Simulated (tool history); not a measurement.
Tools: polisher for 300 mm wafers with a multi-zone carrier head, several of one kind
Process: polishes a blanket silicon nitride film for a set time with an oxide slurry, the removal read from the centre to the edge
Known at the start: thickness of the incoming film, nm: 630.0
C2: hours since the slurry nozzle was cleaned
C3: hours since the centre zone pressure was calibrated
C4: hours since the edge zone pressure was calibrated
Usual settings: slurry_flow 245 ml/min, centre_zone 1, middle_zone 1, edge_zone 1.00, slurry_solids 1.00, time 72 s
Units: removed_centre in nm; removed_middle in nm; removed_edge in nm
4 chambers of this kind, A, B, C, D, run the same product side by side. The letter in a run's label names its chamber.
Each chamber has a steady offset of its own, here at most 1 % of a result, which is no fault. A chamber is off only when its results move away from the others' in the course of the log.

{"run": "1D", "day": 0.296, "slurry_flow": 245, "centre_zone": 1, "middle_zone": 1, "edge_zone": 1.0, "slurry_solids": 1.0, "time": 72, "wafers polished on this pad": 520, "C2": 26.3, "C3": 308.8, "C4": 60.6, "removed_centre": 43.994, "removed_middle": 44.23, "removed_edge": 44.298}
{"run": "2C", "day": 0.488, "slurry_flow": 245, "centre_zone": 1, "middle_zone": 1, "edge_zone": 1.0, "slurry_solids": 1.0, "time": 72, "wafers polished on this pad": 564, "C2": 50.2, "C3": 190.7, "C4": 1015.9, "removed_centre": 44.432, "removed_middle": 44.727, "removed_edge": 44.11}
{"day": 0.633, "done": "chamber D: worn pad replaced by a new one"}
{"run": "3B", "day": 0.879, "slurry_flow": 245, "centre_zone": 1, "middle_zone": 1, "edge_zone": 1.0, "slurry_solids": 1.0, "time": 72, "wafers polished on this pad": 877, "C2": 286.2, "C3": 322.5, "C4": 553.3, "removed_centre": 43.798, "removed_middle": 44.132, "removed_edge": 44.662}
{"run": "4A", "day": 1.304, "slurry_flow": 245, "centre_zone": 1, "middle_zone": 1, "edge_zone": 1.0, "slurry_solids": 1.0, "time": 72, "wafers polished on this pad": 1374, "C2": 462.6, "C3": 708.0, "C4": 84.7, "removed_centre": 44.604, "removed_middle": 44.002, "removed_edge": 44.492}
{"run": "5A", "day": 1.662, "slurry_flow": 245, "centre_zone": 1, "middle_zone": 1, "edge_zone": 1.0, "slurry_solids": 1.0, "time": 72, "wafers polished on this pad": 1462, "C2": 471.2, "C3": 716.6, "C4": 93.3, "removed_centre": 45.029, "removed_middle": 44.52, "removed_edge": 44.669}
{"day": 1.679, "done": "chamber C: worn pad replaced by a new one"}
{"day": 1.696, "done": "chamber A: worn pad replaced by a new one"}
{"day": 2.033, "done": "chamber B: slurry nozzle cleaned"}
{"run": "6D", "day": 2.058, "slurry_flow": 245, "centre_zone": 1, "middle_zone": 1, "edge_zone": 1.0, "slurry_solids": 1.0, "time": 72, "wafers polished on this pad": 353, "C2": 68.6, "C3": 351.1, "C4": 102.9, "removed_centre": 45.085, "removed_middle": 44.52, "removed_edge": 43.84}
{"day": 2.083, "done": "chamber C: edge zone pressure recalibrated"}
{"run": "7C", "day": 2.483, "slurry_flow": 245, "centre_zone": 1, "middle_zone": 1, "edge_zone": 1.0, "slurry_solids": 1.0, "time": 72, "wafers polished on this pad": 199, "C2": 98.1, "C3": 238.6, "C4": 9.7, "removed_centre": 43.526, "removed_middle": 44.79, "removed_edge": 44.247}
{"day": 2.683, "done": "chamber B: centre zone pressure recalibrated"}
{"run": "8B", "day": 2.854, "slurry_flow": 245, "centre_zone": 1, "middle_zone": 1, "edge_zone": 1.0, "slurry_solids": 1.0, "time": 93, "wafers polished on this pad": 1366, "C2": 19.8, "C3": 4.2, "C4": 600.7, "removed_centre": 57.746, "removed_middle": 57.054, "removed_edge": 57.171}
{"day": 3.004, "done": "chamber D: worn pad replaced by a new one"}
{"run": "9C", "day": 3.171, "slurry_flow": 245, "centre_zone": 1, "middle_zone": 1, "edge_zone": 1.0, "slurry_solids": 1.0, "time": 93, "wafers polished on this pad": 370, "C2": 114.6, "C3": 255.1, "C4": 26.2, "removed_centre": 59.582, "removed_middle": 58.33, "removed_edge": 57.23}
{"run": "10A", "day": 3.392, "slurry_flow": 245, "centre_zone": 1, "middle_zone": 1, "edge_zone": 1.0, "slurry_solids": 1.0, "time": 93, "wafers polished on this pad": 420, "C2": 512.7, "C3": 758.1, "C4": 134.8, "removed_centre": 56.533, "removed_middle": 56.559, "removed_edge": 57.792}
{"run": "11D", "day": 3.688, "slurry_flow": 245, "centre_zone": 1, "middle_zone": 1, "edge_zone": 1.0, "slurry_solids": 1.0, "time": 93, "wafers polished on this pad": 169, "C2": 107.7, "C3": 390.2, "C4": 142.0, "removed_centre": 56.544, "removed_middle": 57.114, "removed_edge": 56.656}
{"run": "12B", "day": 4.096, "slurry_flow": 245, "centre_zone": 1, "middle_zone": 1, "edge_zone": 1.0, "slurry_solids": 1.0, "time": 72, "wafers polished on this pad": 1674, "C2": 49.6, "C3": 34.0, "C4": 630.5, "removed_centre": 43.631, "removed_middle": 43.227, "removed_edge": 43.625}
{"run": "13A", "day": 4.304, "slurry_flow": 245, "centre_zone": 1, "middle_zone": 1, "edge_zone": 1.0, "slurry_solids": 1.0, "time": 72, "wafers polished on this pad": 646, "C2": 534.6, "C3": 780.0, "C4": 156.7, "removed_centre": 44.552, "removed_middle": 44.612, "removed_edge": 44.325}
{"run": "14C", "day": 4.546, "slurry_flow": 245, "centre_zone": 1, "middle_zone": 1, "edge_zone": 1.0, "slurry_solids": 1.0, "time": 72, "wafers polished on this pad": 710, "C2": 147.6, "C3": 288.1, "C4": 59.2, "removed_centre": 44.163, "removed_middle": 44.704, "removed_edge": 44.015}
{"run": "15B", "day": 4.771, "slurry_flow": 245, "centre_zone": 1, "middle_zone": 1, "edge_zone": 1.0, "slurry_solids": 1.0, "time": 72, "wafers polished on this pad": 1841, "C2": 65.8, "C3": 50.2, "C4": 646.7, "removed_centre": 42.101, "removed_middle": 43.615, "removed_edge": 43.159}
{"run": "16D", "day": 5.079, "slurry_flow": 245, "centre_zone": 1, "middle_zone": 1, "edge_zone": 1.0, "slurry_solids": 1.0, "time": 72, "wafers polished on this pad": 514, "C2": 141.1, "C3": 423.6, "C4": 175.4, "removed_centre": 43.752, "removed_middle": 44.497, "removed_edge": 43.597}
{"run": "17D", "day": 5.321, "slurry_flow": 245, "centre_zone": 1, "middle_zone": 1, "edge_zone": 1.0, "slurry_solids": 1.0, "time": 72, "wafers polished on this pad": 574, "C2": 146.9, "C3": 429.4, "C4": 181.2, "removed_centre": 45.229, "removed_middle": 44.84, "removed_edge": 44.066}
{"day": 5.412, "done": "chamber D: worn pad replaced by a new one"}
{"day": 5.6, "done": "chamber C: worn pad replaced by a new one"}
{"run": "18C", "day": 5.642, "slurry_flow": 175, "centre_zone": 1, "middle_zone": 1, "edge_zone": 1.0, "slurry_solids": 1.0, "time": 72, "wafers polished on this pad": 10, "C2": 173.9, "C3": 314.4, "C4": 85.5, "removed_centre": 42.481, "removed_middle": 42.887, "removed_edge": 43.203}
{"run": "19B", "day": 6.042, "slurry_flow": 175, "centre_zone": 1, "middle_zone": 1, "edge_zone": 1.0, "slurry_solids": 1.0, "time": 72, "wafers polished on this pad": 2156, "C2": 96.3, "C3": 80.7, "C4": 677.2, "removed_centre": 39.3, "removed_middle": 41.104, "removed_edge": 41.528}
{"day": 6.288, "done": "chamber A: worn pad replaced by a new one"}
{"run": "20A", "day": 6.438, "slurry_flow": 175, "centre_zone": 1, "middle_zone": 1, "edge_zone": 1.0, "slurry_solids": 1.0, "time": 72, "wafers polished on this pad": 37, "C2": 585.8, "C3": 831.2, "C4": 207.9, "removed_centre": 41.973, "removed_middle": 41.946, "removed_edge": 43.103}
{"run": "21D", "day": 6.746, "slurry_flow": 175, "centre_zone": 1, "middle_zone": 1, "edge_zone": 1.0, "slurry_solids": 1.0, "time": 72, "wafers polished on this pad": 331, "C2": 181.1, "C3": 463.6, "C4": 215.4, "removed_centre": 41.597, "removed_middle": 43.003, "removed_edge": 42.954}
{"run": "22A", "day": 7.079, "slurry_flow": 245, "centre_zone": 1, "middle_zone": 1, "edge_zone": 1.0, "slurry_solids": 1.0, "time": 72, "wafers polished on this pad": 196, "C2": 601.2, "C3": 846.6, "C4": 223.3, "removed_centre": 43.837, "removed_middle": 44.009, "removed_edge": 44.395}
{"run": "23B", "day": 7.404, "slurry_flow": 290, "centre_zone": 1, "middle_zone": 1, "edge_zone": 1.0, "slurry_solids": 1.25, "time": 72, "wafers polished on this pad": 2494, "C2": 129.0, "C3": 113.4, "C4": 709.9, "removed_centre": 47.102, "removed_middle": 46.982, "removed_edge": 47.06}
{"day": 7.679, "done": "chamber D: worn pad replaced by a new one"}
{"run": "24C", "day": 7.758, "slurry_flow": 290, "centre_zone": 1, "middle_zone": 1, "edge_zone": 1.0, "slurry_solids": 1.25, "time": 72, "wafers polished on this pad": 535, "C2": 224.7, "C3": 365.2, "C4": 136.3, "removed_centre": 48.93, "removed_middle": 49.958, "removed_edge": 49.53}
{"run": "25C", "day": 8.15, "slurry_flow": 290, "centre_zone": 1, "middle_zone": 1, "edge_zone": 1.0, "slurry_solids": 1.25, "time": 72, "wafers polished on this pad": 632, "C2": 234.1, "C3": 374.6, "C4": 145.7, "removed_centre": 49.209, "removed_middle": 50.146, "removed_edge": 49.081}
{"run": "26D", "day": 8.496, "slurry_flow": 290, "centre_zone": 1, "middle_zone": 1, "edge_zone": 1.0, "slurry_solids": 1.25, "time": 72, "wafers polished on this pad": 203, "C2": 223.1, "C3": 505.6, "C4": 257.4, "removed_centre": 49.593, "removed_middle": 50.462, "removed_edge": 49.68}
{"run": "27B", "day": 8.738, "slurry_flow": 245, "centre_zone": 1, "middle_zone": 1, "edge_zone": 1.0, "slurry_solids": 1.0, "time": 72, "wafers polished on this pad": 2824, "C2": 161.0, "C3": 145.4, "C4": 741.9, "removed_centre": 41.219, "removed_middle": 41.711, "removed_edge": 41.144}
{"day": 8.867, "done": "chamber C: worn pad replaced by a new one"}
{"run": "28A", "day": 8.992, "slurry_flow": 245, "centre_zone": 1, "middle_zone": 1, "edge_zone": 1.0, "slurry_solids": 1.0, "time": 72, "wafers polished on this pad": 670, "C2": 647.1, "C3": 892.5, "C4": 269.2, "removed_centre": 44.439, "removed_middle": 44.368, "removed_edge": 44.63}
{"run": "29A", "day": 9.212, "slurry_flow": 245, "centre_zone": 1, "middle_zone": 1, "edge_zone": 1.0, "slurry_solids": 1.0, "time": 72, "wafers polished on this pad": 725, "C2": 652.4, "C3": 897.8, "C4": 274.5, "removed_centre": 44.316, "removed_middle": 44.133, "removed_edge": 43.998}
{"day": 9.338, "done": "chamber A: slurry nozzle cleaned"}
{"run": "30D", "day": 9.638, "slurry_flow": 210, "centre_zone": 1, "middle_zone": 1, "edge_zone": 1.0, "slurry_solids": 0.8, "time": 72, "wafers polished on this pad": 486, "C2": 250.5, "C3": 533.0, "C4": 284.8, "removed_centre": 40.229, "removed_middle": 38.903, "removed_edge": 38.68}
{"day": 9.833, "done": "chamber D: worn pad replaced by a new one"}
{"run": "31C", "day": 9.975, "slurry_flow": 210, "centre_zone": 1, "middle_zone": 1, "edge_zone": 1.0, "slurry_solids": 0.8, "time": 72, "wafers polished on this pad": 275, "C2": 277.9, "C3": 418.4, "C4": 189.5, "removed_centre": 39.21, "removed_middle": 39.703, "removed_edge": 39.552}
{"run": "32B", "day": 10.371, "slurry_flow": 210, "centre_zone": 1, "middle_zone": 1, "edge_zone": 1.0, "slurry_solids": 0.8, "time": 72, "wafers polished on this pad": 3229, "C2": 200.2, "C3": 184.6, "C4": 781.1, "removed_centre": 35.616, "removed_middle": 34.907, "removed_edge": 35.275}
{"run": "33D", "day": 10.571, "slurry_flow": 210, "centre_zone": 1, "middle_zone": 1, "edge_zone": 1.0, "slurry_solids": 0.8, "time": 72, "wafers polished on this pad": 182, "C2": 272.9, "C3": 555.4, "C4": 307.2, "removed_centre": 39.823, "removed_middle": 39.278, "removed_edge": 39.223}
{"run": "34A", "day": 10.812, "slurry_flow": 245, "centre_zone": 1, "middle_zone": 1, "edge_zone": 1.0, "slurry_solids": 1.0, "time": 72, "wafers polished on this pad": 1122, "C2": 35.4, "C3": 936.2, "C4": 312.9, "removed_centre": 45.477, "removed_middle": 44.466, "removed_edge": 44.558}
{"run": "35C", "day": 11.204, "slurry_flow": 245, "centre_zone": 1, "middle_zone": 1, "edge_zone": 1.0, "slurry_solids": 1.0, "time": 72, "wafers polished on this pad": 579, "C2": 307.4, "C3": 447.9, "C4": 219.0, "removed_centre": 45.425, "removed_middle": 44.311, "removed_edge": 44.61}

Is one chamber off against the others, does the gauge drift, or is nothing wrong? If a chamber is off, say which, and what the likeliest cause is.

Chamber B drifts away from the others.
Cause: removal rate lost through wear of the pad, % = 10.8.

Here are 4 candidates for chamber B's next run, each the usual settings with a change, their results left as question marks. Which one brings its results back in line with what the others give on the usual settings?
In line means no further than this from the other chambers' mean on the usual settings: removed_centre 2.300 nm; removed_middle 1.200 nm; removed_edge 0.990 nm
{"run": "36B-1", "day": 11.512, "slurry_flow": 240, "centre_zone": 0.99, "middle_zone": 0.99, "edge_zone": 1.0, "slurry_solids": 0.95, "time": 66, "removed_centre": "?", "removed_middle": "?", "removed_edge": "?"}
{"run": "36B-2", "day": 11.512, "slurry_flow": 245, "centre_zone": 1.01, "middle_zone": 1.01, "edge_zone": 1.0, "slurry_solids": 1.0, "time": 76, "removed_centre": "?", "removed_middle": "?", "removed_edge": "?"}
{"run": "36B-3", "day": 11.512, "slurry_flow": 250, "centre_zone": 1.0, "middle_zone": 1.01, "edge_zone": 1.0, "slurry_solids": 1.05, "time": 78, "removed_centre": "?", "removed_middle": "?", "removed_edge": "?"}
{"run": "36B-4", "day": 11.512, "slurry_flow": 245, "centre_zone": 1.0, "middle_zone": 1.0, "edge_zone": 1.0, "slurry_solids": 1.0, "time": 69, "removed_centre": "?", "removed_middle": "?", "removed_edge": "?"}

The other chambers' mean on the usual settings: removed_centre 44.514 nm; removed_middle 44.520 nm; removed_edge 44.332 nm
run=36B-1 removed_centre=35.010 removed_middle=35.060 removed_edge=35.482
run=36B-2 removed_centre=42.354 removed_middle=42.222 removed_edge=41.929
run=36B-3 removed_centre=44.083 removed_middle=44.424 removed_edge=44.088
run=36B-4 removed_centre=38.029 removed_middle=37.991 removed_edge=38.073
36B-3 brings the chamber back in line.
